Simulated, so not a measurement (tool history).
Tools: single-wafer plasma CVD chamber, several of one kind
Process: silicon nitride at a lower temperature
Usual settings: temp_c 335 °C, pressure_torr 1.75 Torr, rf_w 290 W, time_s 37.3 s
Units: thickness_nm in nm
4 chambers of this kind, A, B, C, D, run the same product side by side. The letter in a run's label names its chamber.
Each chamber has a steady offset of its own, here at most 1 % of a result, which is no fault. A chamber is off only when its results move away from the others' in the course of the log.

run,hour,temp_c,pressure_torr,rf_w,time_s,"read-back reference wafer on the same gauge, thickness_nm",thickness_nm
1D,13.2,335,1.75,290,37.3,51.822,43.563
2C,20.4,335,1.75,290,37.3,51.831,44.139
3B,33.2,335,1.75,290,37.3,51.839,44.207
4A,46.7,335,1.75,290,37.3,51.813,44.376
5A,56.4,335,1.75,290,37.3,51.818,44.166
# hour 59.9: chamber A: RF generator calibrated
6B,65.8,335,1.75,290,37.3,51.809,44.372
7D,79.7,335,1.75,290,37.3,51.81,43.937
# hour 81: chamber A: capacitance manometer re-zeroed and calibrated
8C,86.1,335,1.75,290,37.3,51.814,44.082
9D,92.9,335,1.75,290,37.3,51.796,43.828
# hour 106: chamber C: RF generator calibrated
10A,106.8,344,1.45,290,37.3,51.78,42.255
11C,120.9,344,1.45,290,37.3,51.824,41.614
12B,134.7,344,1.45,290,37.3,51.771,42.163
13C,144.9,344,1.45,290,37.3,51.823,41.722
14D,157.6,335,1.75,290,37.3,51.768,43.856
15A,167.9,335,1.75,290,37.3,51.814,44.239
16B,178.2,346,1.75,290,41.9,51.785,49.7
17A,184.4,346,1.75,290,41.9,51.76,49.254
18B,190.7,346,1.75,290,41.9,51.791,49.738
19C,201.8,346,1.75,290,41.9,51.84,49.217
20D,215.6,335,1.75,290,37.3,51.71,44.104
21D,229.7,335,1.75,290,37.3,51.815,43.803
22B,236.5,335,1.75,290,37.3,51.776,44.29
23C,250.1,340,1.75,325,37.3,51.792,47.546
# hour 255.1: chamber B: capacitance manometer re-zeroed and calibrated
24A,258,340,1.75,325,37.3,51.782,47.698
25C,267,340,1.75,325,37.3,51.775,47.29
26B,276.9,340,1.75,325,37.3,51.816,47.905
27A,283.9,335,1.75,290,37.3,51.816,44.081
28D,296.1,335,1.75,290,37.3,51.829,43.505
# hour 297.9: chamber C: capacitance manometer re-zeroed and calibrated
29B,309.1,335,1.75,290,37.3,51.819,44.361
30C,315.6,335,1.75,290,37.3,51.803,44.079
31A,326.7,335,1.75,290,37.3,51.801,44.314
# hour 328.1: chamber D: RF generator calibrated
32D,334.2,335,1.75,290,37.3,51.79,43.741
33C,342.6,335,1.75,290,37.3,51.805,44.126
34D,349.2,335,1.75,290,37.3,51.842,43.709
35B,355.9,335,1.49,290,37.3,51.785,42.209

What goes on in this fleet: one chamber off, a drifting gauge, or nothing beyond the chambers' own small offsets? Name the chamber and the cause, if any.

No chamber stands off beyond its own small offset, and the gauge holds steady.
